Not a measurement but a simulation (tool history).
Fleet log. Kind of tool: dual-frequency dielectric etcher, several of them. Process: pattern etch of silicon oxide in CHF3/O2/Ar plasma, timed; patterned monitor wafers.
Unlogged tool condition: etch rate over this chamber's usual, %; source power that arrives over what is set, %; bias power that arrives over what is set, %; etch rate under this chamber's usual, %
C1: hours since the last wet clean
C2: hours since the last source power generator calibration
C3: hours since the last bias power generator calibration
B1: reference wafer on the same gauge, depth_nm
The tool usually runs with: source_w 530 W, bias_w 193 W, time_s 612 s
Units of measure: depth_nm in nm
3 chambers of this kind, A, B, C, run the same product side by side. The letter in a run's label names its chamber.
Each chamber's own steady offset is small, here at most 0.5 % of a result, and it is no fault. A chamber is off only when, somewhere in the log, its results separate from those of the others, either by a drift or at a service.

{"run": "1B", "hour": 11.1, "source_w": 530, "bias_w": 193, "time_s": 612, "C1": 327.1, "C2": 2357.4, "C3": 2165.4, "B1": 1310.7, "depth_nm": 1177.3}
{"run": "2C", "hour": 17.0, "source_w": 530, "bias_w": 193, "time_s": 612, "C1": 238.8, "C2": 1304.2, "C3": 3821.9, "B1": 1309, "depth_nm": 1175}
{"run": "3A", "hour": 23.7, "source_w": 530, "bias_w": 193, "time_s": 612, "C1": 48.6, "C2": 2853, "C3": 549.7, "B1": 1308.8, "depth_nm": 1197.9}
{"run": "4C", "hour": 32.5, "source_w": 530, "bias_w": 193, "time_s": 612, "C1": 254.3, "C2": 1319.7, "C3": 3837.4, "B1": 1310.5, "depth_nm": 1173.6}
{"run": "5B", "hour": 42.7, "source_w": 530, "bias_w": 193, "time_s": 612, "C1": 358.7, "C2": 2389, "C3": 2197, "B1": 1310.1, "depth_nm": 1187.8}
{"run": "6A", "hour": 50.9, "source_w": 530, "bias_w": 193, "time_s": 612, "C1": 75.8, "C2": 2880.2, "C3": 576.9, "B1": 1311.1, "depth_nm": 1187.8}
{"run": "7A", "hour": 60.5, "source_w": 530, "bias_w": 193, "time_s": 612, "C1": 85.4, "C2": 2889.8, "C3": 586.5, "B1": 1308.8, "depth_nm": 1185.7}
{"run": "8B", "hour": 65.7, "source_w": 530, "bias_w": 193, "time_s": 612, "C1": 381.7, "C2": 2412, "C3": 2220, "B1": 1309.8, "depth_nm": 1191}
{"run": "9C", "hour": 72.6, "source_w": 530, "bias_w": 193, "time_s": 612, "C1": 294.4, "C2": 1359.8, "C3": 3877.5, "B1": 1312.2, "depth_nm": 1186.7}
{"run": "10B", "hour": 80.4, "source_w": 530, "bias_w": 193, "time_s": 612, "C1": 396.4, "C2": 2426.7, "C3": 2234.7, "B1": 1310.1, "depth_nm": 1184.4}
{"run": "11C", "hour": 89.6, "source_w": 530, "bias_w": 193, "time_s": 612, "C1": 311.4, "C2": 1376.8, "C3": 3894.5, "B1": 1310.8, "depth_nm": 1196.2}
{"run": "12A", "hour": 99.3, "source_w": 530, "bias_w": 193, "time_s": 612, "C1": 124.2, "C2": 2928.6, "C3": 625.3, "B1": 1308.7, "depth_nm": 1191}
{"run": "13A", "hour": 110.1, "source_w": 530, "bias_w": 193, "time_s": 612, "C1": 135, "C2": 2939.4, "C3": 636.1, "B1": 1310.4, "depth_nm": 1183.8}
{"run": "14C", "hour": 116.6, "source_w": 530, "bias_w": 193, "time_s": 612, "C1": 338.4, "C2": 1403.8, "C3": 3921.5, "B1": 1308.2, "depth_nm": 1187.9}
{"run": "15B", "hour": 123.6, "source_w": 530, "bias_w": 193, "time_s": 612, "C1": 439.6, "C2": 2469.9, "C3": 2277.9, "B1": 1309.6, "depth_nm": 1174.4}
{"run": "16B", "hour": 135.4, "source_w": 530, "bias_w": 193, "time_s": 612, "C1": 451.4, "C2": 2481.7, "C3": 2289.7, "B1": 1308.5, "depth_nm": 1181.3}
{"run": "17C", "hour": 144.6, "source_w": 590, "bias_w": 193, "time_s": 521.5, "C1": 366.4, "C2": 1431.8, "C3": 3949.5, "B1": 1309.2, "depth_nm": 1055.1}
{"run": "18A", "hour": 152.8, "source_w": 590, "bias_w": 193, "time_s": 521.5, "C1": 177.7, "C2": 2982.1, "C3": 678.8, "B1": 1310, "depth_nm": 1052.4}
{"run": "19C", "hour": 163.9, "source_w": 590, "bias_w": 193, "time_s": 521.5, "C1": 385.7, "C2": 1451.1, "C3": 3968.8, "B1": 1309.4, "depth_nm": 1040.2}
{"run": "20A", "hour": 170.1, "source_w": 530, "bias_w": 193, "time_s": 439.5, "C1": 195, "C2": 2999.4, "C3": 696.1, "B1": 1310.3, "depth_nm": 853.77}
{"run": "21B", "hour": 181.0, "source_w": 530, "bias_w": 193, "time_s": 439.5, "C1": 497, "C2": 2527.3, "C3": 2335.3, "B1": 1309.6, "depth_nm": 851.4}
{"run": "22B", "hour": 186.8, "source_w": 530, "bias_w": 193, "time_s": 439.5, "C1": 502.8, "C2": 2533.1, "C3": 2341.1, "B1": 1310.7, "depth_nm": 849.56}
{"hour": 191.7, "done": "chamber C: source power generator calibrated"}
{"run": "23A", "hour": 196.3, "source_w": 530, "bias_w": 193, "time_s": 612, "C1": 221.2, "C2": 3025.6, "C3": 722.3, "B1": 1310.4, "depth_nm": 1185.5}
{"run": "24C", "hour": 207.5, "source_w": 530, "bias_w": 193, "time_s": 612, "C1": 429.3, "C2": 15.9, "C3": 4012.4, "B1": 1310.6, "depth_nm": 1177.4}

All 3 chambers run these settings next. Forecast each chamber's results:
{"run": "25A", "hour": 216.0, "source_w": 530, "bias_w": 193, "time_s": 612, "depth_nm": "?"}
{"run": "25B", "hour": 216.0, "source_w": 530, "bias_w": 193, "time_s": 612, "depth_nm": "?"}
{"run": "25C", "hour": 216.0, "source_w": 530, "bias_w": 193, "time_s": 612, "depth_nm": "?"}

run=25A depth_nm=1193.4
run=25B depth_nm=1173.6
run=25C depth_nm=1189.3
